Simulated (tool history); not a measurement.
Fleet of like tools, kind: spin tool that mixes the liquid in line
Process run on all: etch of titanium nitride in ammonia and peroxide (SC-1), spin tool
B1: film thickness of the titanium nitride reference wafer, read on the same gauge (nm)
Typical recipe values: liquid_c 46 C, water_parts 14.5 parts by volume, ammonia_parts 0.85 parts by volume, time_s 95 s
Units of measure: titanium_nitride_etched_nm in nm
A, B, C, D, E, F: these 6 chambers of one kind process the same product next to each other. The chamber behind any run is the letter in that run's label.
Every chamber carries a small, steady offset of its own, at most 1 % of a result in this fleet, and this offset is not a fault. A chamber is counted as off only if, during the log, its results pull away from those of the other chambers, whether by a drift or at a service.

run 1F hour=14.7 | liquid_c=46 water_parts=14.5 ammonia_parts=0.85 time_s=95 | B1=130 | titanium_nitride_etched_nm=6.2906
-- hour=28.1 chamber B: new drum of ammonia solution connected
run 2A hour=29.9 | liquid_c=46 water_parts=14.5 ammonia_parts=0.85 time_s=95 | B1=129.98 | titanium_nitride_etched_nm=6.2094
run 3D hour=41.2 | liquid_c=46 water_parts=14.5 ammonia_parts=0.85 time_s=95 | B1=130 | titanium_nitride_etched_nm=6.2347
run 4E hour=56.6 | liquid_c=46 water_parts=14.5 ammonia_parts=0.85 time_s=95 | B1=129.98 | titanium_nitride_etched_nm=6.2247
run 5C hour=67 | liquid_c=46 water_parts=14.5 ammonia_parts=0.85 time_s=95 | B1=130 | titanium_nitride_etched_nm=6.1658
run 6B hour=77.5 | liquid_c=46 water_parts=14.5 ammonia_parts=0.85 time_s=95 | B1=130 | titanium_nitride_etched_nm=6.2512
run 7E hour=92.3 | liquid_c=46 water_parts=14.5 ammonia_parts=0.85 time_s=95 | B1=130 | titanium_nitride_etched_nm=6.2329
run 8C hour=105.1 | liquid_c=46 water_parts=14.5 ammonia_parts=0.85 time_s=95 | B1=130 | titanium_nitride_etched_nm=6.2416
run 9D hour=113.2 | liquid_c=46 water_parts=14.5 ammonia_parts=0.85 time_s=95 | B1=129.99 | titanium_nitride_etched_nm=6.2054
run 10A hour=121.3 | liquid_c=46 water_parts=14.5 ammonia_parts=0.85 time_s=95 | B1=129.99 | titanium_nitride_etched_nm=6.2083
run 11F hour=128.5 | liquid_c=46 water_parts=14.5 ammonia_parts=0.85 time_s=95 | B1=129.99 | titanium_nitride_etched_nm=6.2419
run 12B hour=136.5 | liquid_c=46 water_parts=14.5 ammonia_parts=0.85 time_s=95 | B1=130 | titanium_nitride_etched_nm=6.1224
run 13A hour=146.3 | liquid_c=46 water_parts=14.5 ammonia_parts=0.85 time_s=95 | B1=129.99 | titanium_nitride_etched_nm=6.2354
run 14F hour=159 | liquid_c=46 water_parts=14.5 ammonia_parts=0.85 time_s=95 | B1=130 | titanium_nitride_etched_nm=6.3775
run 15B hour=166.8 | liquid_c=38 water_parts=19.5 ammonia_parts=0.85 time_s=95 | B1=129.99 | titanium_nitride_etched_nm=2.8742
run 16C hour=179.7 | liquid_c=38 water_parts=19.5 ammonia_parts=0.85 time_s=95 | B1=130.01 | titanium_nitride_etched_nm=2.9447
run 17D hour=188.1 | liquid_c=38 water_parts=19.5 ammonia_parts=0.85 time_s=95 | B1=129.99 | titanium_nitride_etched_nm=2.9073
run 18E hour=196 | liquid_c=38 water_parts=19.5 ammonia_parts=0.85 time_s=95 | B1=130 | titanium_nitride_etched_nm=2.9481
-- hour=196.4 chamber A: ammonia flow meter replaced
run 19F hour=209.4 | liquid_c=38 water_parts=19.5 ammonia_parts=0.85 time_s=95 | B1=130 | titanium_nitride_etched_nm=2.969
run 20C hour=216.7 | liquid_c=38 water_parts=19.5 ammonia_parts=0.85 time_s=95 | B1=130 | titanium_nitride_etched_nm=2.9451
-- hour=224.1 chamber F: thermometer replaced
run 21B hour=229.3 | liquid_c=46 water_parts=14.5 ammonia_parts=0.85 time_s=95 | B1=130.01 | titanium_nitride_etched_nm=5.846
run 22A hour=242.3 | liquid_c=46 water_parts=14.5 ammonia_parts=0.85 time_s=95 | B1=130.01 | titanium_nitride_etched_nm=6.3022
run 23D hour=255.4 | liquid_c=46 water_parts=14.5 ammonia_parts=0.85 time_s=95 | B1=130 | titanium_nitride_etched_nm=6.1386
run 24E hour=262.7 | liquid_c=46 water_parts=14.5 ammonia_parts=0.85 time_s=95 | B1=130.02 | titanium_nitride_etched_nm=6.248
-- hour=272.1 chamber B: ammonia flow meter replaced
run 25B hour=273.5 | liquid_c=46 water_parts=14.5 ammonia_parts=0.85 time_s=95 | B1=130 | titanium_nitride_etched_nm=5.905
-- hour=274.8 chamber F: ammonia flow meter replaced
run 26D hour=285.7 | liquid_c=46 water_parts=14.5 ammonia_parts=0.85 time_s=95 | B1=129.99 | titanium_nitride_etched_nm=6.1448
run 27A hour=293.5 | liquid_c=46 water_parts=12.5 ammonia_parts=0.85 time_s=45 | B1=130 | titanium_nitride_etched_nm=3.2122
run 28E hour=308 | liquid_c=46 water_parts=12.5 ammonia_parts=0.85 time_s=45 | B1=130.01 | titanium_nitride_etched_nm=3.1927
run 29C hour=320.1 | liquid_c=46 water_parts=12.5 ammonia_parts=0.85 time_s=45 | B1=130.01 | titanium_nitride_etched_nm=3.1316
-- hour=320.6 chamber E: new drum of ammonia solution connected
run 30F hour=328.7 | liquid_c=46 water_parts=12.5 ammonia_parts=0.85 time_s=45 | B1=130 | titanium_nitride_etched_nm=3.2115
run 31D hour=337.5 | liquid_c=46 water_parts=12.5 ammonia_parts=0.85 time_s=45 | B1=129.98 | titanium_nitride_etched_nm=3.1574
run 32E hour=350 | liquid_c=46 water_parts=12.5 ammonia_parts=0.85 time_s=45 | B1=130.01 | titanium_nitride_etched_nm=3.2108
-- hour=351.8 chamber A: thermometer replaced
run 33F hour=363.3 | liquid_c=46 water_parts=14.5 ammonia_parts=0.85 time_s=95 | B1=130.01 | titanium_nitride_etched_nm=6.4045
run 34A hour=373.9 | liquid_c=46 water_parts=14.5 ammonia_parts=0.85 time_s=95 | B1=130 | titanium_nitride_etched_nm=6.1512
-- hour=379.6 chamber B: thermometer replaced
run 35B hour=386 | liquid_c=46 water_parts=14.5 ammonia_parts=0.85 time_s=135 | B1=130 | titanium_nitride_etched_nm=8.1176
run 36C hour=400.2 | liquid_c=46 water_parts=14.5 ammonia_parts=0.85 time_s=135 | B1=130 | titanium_nitride_etched_nm=8.8846
run 37B hour=410.7 | liquid_c=46 water_parts=14.5 ammonia_parts=0.85 time_s=135 | B1=129.99 | titanium_nitride_etched_nm=7.9999
run 38A hour=420.2 | liquid_c=46 water_parts=14.5 ammonia_parts=0.85 time_s=135 | B1=130.01 | titanium_nitride_etched_nm=8.8252
run 39C hour=431 | liquid_c=46 water_parts=14.5 ammonia_parts=0.85 time_s=135 | B1=130 | titanium_nitride_etched_nm=8.7506

Does one chamber stand apart from the rest, does the shared gauge drift, or is all well apart from small per-chamber offsets? Give the chamber and the most likely cause, where there is one.

Little by little, chamber B moves away from the other chambers.
Most likely cause: temperature lost on the way to the wafer (K) = 1.48.

Which of the 4 candidates below, each the usual settings with something changed and its results left as question marks, puts chamber B back in line with what the other chambers give on the usual settings?
Allowed miss from the other chambers' usual-settings mean, per result, to count as in line: titanium_nitride_etched_nm 0.21 nm
run 40B-1 hour=442.1 | liquid_c=46.5 water_parts=14.5 ammonia_parts=0.85 time_s=95 | titanium_nitride_etched_nm=?
run 40B-2 hour=442.1 | liquid_c=45.5 water_parts=14.5 ammonia_parts=0.85 time_s=95 | titanium_nitride_etched_nm=?
run 40B-3 hour=442.1 | liquid_c=44.5 water_parts=14.5 ammonia_parts=0.85 time_s=95 | titanium_nitride_etched_nm=?
run 40B-4 hour=442.1 | liquid_c=46 water_parts=14 ammonia_parts=0.85 time_s=105 | titanium_nitride_etched_nm=?

Usual-settings mean across the other chambers: titanium_nitride_etched_nm 6.2105 nm
run=40B-1 titanium_nitride_etched_nm=5.7764
run=40B-2 titanium_nitride_etched_nm=5.3707
run=40B-3 titanium_nitride_etched_nm=4.9948
run=40B-4 titanium_nitride_etched_nm=6.2765
With 40B-4, the chamber falls back in line with the rest.
